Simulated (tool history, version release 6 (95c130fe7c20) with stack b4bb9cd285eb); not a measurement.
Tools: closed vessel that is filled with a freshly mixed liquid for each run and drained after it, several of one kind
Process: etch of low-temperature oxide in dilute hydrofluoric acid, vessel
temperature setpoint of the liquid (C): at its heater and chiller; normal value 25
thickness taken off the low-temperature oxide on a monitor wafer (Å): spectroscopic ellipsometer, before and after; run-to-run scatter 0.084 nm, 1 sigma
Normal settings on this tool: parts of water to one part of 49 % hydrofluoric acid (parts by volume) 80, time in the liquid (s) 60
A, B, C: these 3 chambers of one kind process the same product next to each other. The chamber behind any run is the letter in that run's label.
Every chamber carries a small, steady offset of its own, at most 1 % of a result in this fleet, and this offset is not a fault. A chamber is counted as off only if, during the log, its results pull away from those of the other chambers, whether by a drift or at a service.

run    day  temperature setpoint of the liquid (C)  parts of water to one part of 49 % hydrofluoric acid (parts by volume)  time in the liquid (s)  hours since the thermometer was replaced  hours since the hydrofluoric acid flow meter was replaced  read-back film thickness of the low-temperature oxide reference wafer, read on the same gauge (nm)  thickness taken off the low-temperature oxide on a monitor wafer (Å)
 1B  0.204                                      25                                                                      80                      60                                       238                                                      700.7                                                                                              89.999                                                                119.66
 2A  0.342                                      25                                                                      80                      60                                      1389                                                       80.2                                                                                              90.027                                                                122.86
 3C  0.504                                      25                                                                      80                      60                                       462                                                       92.7                                                                                              89.998                                                                 119.5
 4C  0.633                                      25                                                                      80                      60                                     465.1                                                       95.8                                                                                               90.02                                                                119.99
 5A  0.758                                    27.5                                                                      95                      60                                      1399                                                       90.2                                                                                              90.027                                                                110.32
 6B  0.879                                    27.5                                                                      95                      60                                     254.2                                                      716.9                                                                                              90.043                                                                108.37
 7A  1.075                                    27.5                                                                      95                      60                                    1406.6                                                       97.8                                                                                              90.006                                                                111.46
 8B  1.296                                      25                                                                      80                      60                                     264.2                                                      726.9                                                                                              89.988                                                                119.71
 9C  1.404                                      25                                                                      80                      60                                     483.6                                                      114.3                                                                                              89.957                                                                121.37
10C  1.621                                      25                                                                      80                      60                                     488.8                                                      119.5                                                                                              89.981                                                                121.97
11A  1.738                                      25                                                                      80                      60                                    1422.5                                                      113.7                                                                                              89.999                                                                121.52
12B  1.933                                      25                                                                      80                      60                                     279.5                                                      742.2                                                                                              89.986                                                                119.83
13B  2.125                                      25                                                                      80                      60                                     284.1                                                      746.8                                                                                              90.016                                                                120.43
14A  2.267                                      25                                                                      80                      60                                    1435.2                                                      126.4                                                                                              89.984                                                                120.72
15C    2.4                                      25                                                                      80                      60                                     507.5                                                      138.2                                                                                              89.985                                                                125.11
16A  2.612                                      25                                                                      80                      60                                    1443.5                                                      134.7                                                                                              89.971                                                                121.96
17C  2.717                                      25                                                                      80                      60                                     515.1                                                      145.8                                                                                              90.022                                                                125.98
18B  2.946                                      25                                                                      80                      60                                     303.8                                                      766.5                                                                                              89.978                                                                120.49
19B   3.05                                      25                                                                      80                      60                                     306.3                                                        769                                                                                              90.022                                                                119.65
20C  3.175                                      25                                                                      80                      60                                     526.1                                                      156.8                                                                                              89.973                                                                127.36
21A  3.308                                      25                                                                      80                      60                                    1460.2                                                      151.4                                                                                              89.981                                                                121.82
22C  3.438                                      25                                                                      80                      60                                     532.4                                                      163.1                                                                                              90.005                                                                129.24
23A  3.583                                      25                                                                      80                      60                                    1466.8                                                        158                                                                                              89.996                                                                120.36
24B  3.729                                      25                                                                      80                      60                                     322.6                                                      785.3                                                                                              89.987                                                                119.23
25A  3.954                                      25                                                                      80                      60                                    1475.7                                                      166.9                                                                                              89.989                                                                122.46
26B  4.075                                      25                                                                      80                      60                                     330.9                                                      793.6                                                                                              89.943                                                                120.78
27C  4.254                                      25                                                                      80                      60                                       552                                                      182.7                                                                                              90.019                                                                130.29
28A  4.458                                      25                                                                      80                      60                                    1487.8                                                        179                                                                                              90.025                                                                122.13
29C  4.683                                      25                                                                      80                      60                                     562.3                                                        193                                                                                              89.996                                                                133.79

The same settings go to every chamber for the next run, one line per chamber below. Forecast the results for each:
30A  4.858                                      25                                                                      80                      60                                                                                                                                                                                                                                                                              ?
30B  4.858                                      25                                                                      80                      60                                                                                                                                                                                                                                                                              ?
30C  4.858                                      25                                                                      80                      60                                                                                                                                                                                                                                                                              ?

run  thickness taken off the low-temperature oxide on a monitor wafer (Å)
30A                                                                122.09
30B                                                                119.35
30C                                                                132.58

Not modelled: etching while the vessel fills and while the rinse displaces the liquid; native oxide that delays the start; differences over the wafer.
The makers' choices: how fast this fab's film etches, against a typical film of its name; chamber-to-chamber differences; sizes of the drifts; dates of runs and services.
